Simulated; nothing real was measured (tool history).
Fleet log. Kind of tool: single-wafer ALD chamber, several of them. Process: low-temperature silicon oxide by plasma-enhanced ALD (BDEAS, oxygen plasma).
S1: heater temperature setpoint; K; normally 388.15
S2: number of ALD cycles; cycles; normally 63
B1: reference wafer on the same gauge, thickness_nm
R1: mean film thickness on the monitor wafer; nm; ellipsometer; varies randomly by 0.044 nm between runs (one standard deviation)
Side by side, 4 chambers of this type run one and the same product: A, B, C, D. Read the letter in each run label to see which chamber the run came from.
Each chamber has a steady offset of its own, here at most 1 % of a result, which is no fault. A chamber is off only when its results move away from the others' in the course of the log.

{"run": "1C", "day": 0.496, "S1": 388.15, "S2": 63, "B1": 9.2354, "R1": 8.7675}
{"run": "2A", "day": 1.0, "S1": 388.15, "S2": 63, "B1": 9.2208, "R1": 8.7169}
{"run": "3B", "day": 1.504, "S1": 388.15, "S2": 63, "B1": 9.2174, "R1": 8.6684}
{"run": "4D", "day": 1.942, "S1": 388.15, "S2": 63, "B1": 9.2165, "R1": 8.7545}
{"day": 2.5, "done": "chamber D: thermocouple changed; heater temperature recalibrated"}
{"run": "5A", "day": 2.5, "S1": 397.15, "S2": 58, "B1": 9.2295, "R1": 7.9675}
{"run": "6B", "day": 3.062, "S1": 397.15, "S2": 58, "B1": 9.2155, "R1": 7.9198}
{"run": "7C", "day": 3.592, "S1": 397.15, "S2": 58, "B1": 9.2185, "R1": 7.9341}
{"run": "8D", "day": 3.979, "S1": 397.15, "S2": 58, "B1": 9.2107, "R1": 7.9118}
{"run": "9A", "day": 4.508, "S1": 388.15, "S2": 63, "B1": 9.2303, "R1": 8.8136}
{"run": "10B", "day": 4.958, "S1": 388.15, "S2": 63, "B1": 9.222, "R1": 8.6752}
{"run": "11D", "day": 5.279, "S1": 388.15, "S2": 63, "B1": 9.2242, "R1": 8.8165}
{"run": "12C", "day": 5.612, "S1": 388.15, "S2": 63, "B1": 9.2226, "R1": 8.7537}
{"run": "13A", "day": 6.162, "S1": 388.15, "S2": 63, "B1": 9.2239, "R1": 8.8279}
{"run": "14B", "day": 6.45, "S1": 388.15, "S2": 63, "B1": 9.2226, "R1": 8.6942}
{"run": "15C", "day": 6.725, "S1": 388.15, "S2": 63, "B1": 9.2183, "R1": 8.7255}
{"run": "16D", "day": 7.121, "S1": 394.15, "S2": 69, "B1": 9.2263, "R1": 9.5038}
{"run": "17D", "day": 7.383, "S1": 394.15, "S2": 69, "B1": 9.218, "R1": 9.6034}
{"run": "18C", "day": 7.721, "S1": 394.15, "S2": 69, "B1": 9.2073, "R1": 9.4494}
{"run": "19A", "day": 8.125, "S1": 394.15, "S2": 69, "B1": 9.1994, "R1": 9.4959}
{"run": "20B", "day": 8.612, "S1": 388.15, "S2": 63, "B1": 9.221, "R1": 8.6796}
{"run": "21A", "day": 8.883, "S1": 388.15, "S2": 63, "B1": 9.2171, "R1": 8.7567}
{"run": "22B", "day": 9.167, "S1": 388.15, "S2": 63, "B1": 9.2111, "R1": 8.5953}
{"run": "23C", "day": 9.762, "S1": 388.15, "S2": 63, "B1": 9.239, "R1": 8.7781}
{"run": "24D", "day": 10.217, "S1": 382.15, "S2": 63, "B1": 9.2244, "R1": 8.9155}
{"run": "25A", "day": 10.779, "S1": 382.15, "S2": 63, "B1": 9.2174, "R1": 8.8649}
{"run": "26C", "day": 11.117, "S1": 382.15, "S2": 63, "B1": 9.2097, "R1": 8.8937}
{"run": "27D", "day": 11.438, "S1": 382.15, "S2": 63, "B1": 9.2113, "R1": 8.8991}
{"run": "28B", "day": 11.696, "S1": 388.15, "S2": 63, "B1": 9.2188, "R1": 8.6881}
{"run": "29B", "day": 12.025, "S1": 388.15, "S2": 63, "B1": 9.2172, "R1": 8.6737}
{"run": "30A", "day": 12.612, "S1": 388.15, "S2": 63, "B1": 9.2213, "R1": 8.8083}
{"run": "31C", "day": 13.104, "S1": 388.15, "S2": 63, "B1": 9.2289, "R1": 8.805}
{"run": "32D", "day": 13.383, "S1": 388.15, "S2": 63, "B1": 9.2213, "R1": 8.7762}
{"run": "33A", "day": 13.95, "S1": 388.15, "S2": 63, "B1": 9.2141, "R1": 8.778}
{"run": "34C", "day": 14.521, "S1": 388.15, "S2": 63, "B1": 9.2208, "R1": 8.7294}
{"run": "35D", "day": 14.808, "S1": 388.15, "S2": 63, "B1": 9.2274, "R1": 8.8301}
{"run": "36B", "day": 15.404, "S1": 388.15, "S2": 63, "B1": 9.2268, "R1": 8.6539}
{"run": "37D", "day": 15.942, "S1": 388.15, "S2": 63, "B1": 9.2276, "R1": 8.8746}

Decide between three cases: one chamber stands off from its peers, the gauge reading all wafers drifts, or nothing is wrong past each chamber's small offset. Where a chamber is off, say which and what most likely put it there.

The fleet is healthy, with each chamber sitting at its usual small offset and no drift in the gauge.

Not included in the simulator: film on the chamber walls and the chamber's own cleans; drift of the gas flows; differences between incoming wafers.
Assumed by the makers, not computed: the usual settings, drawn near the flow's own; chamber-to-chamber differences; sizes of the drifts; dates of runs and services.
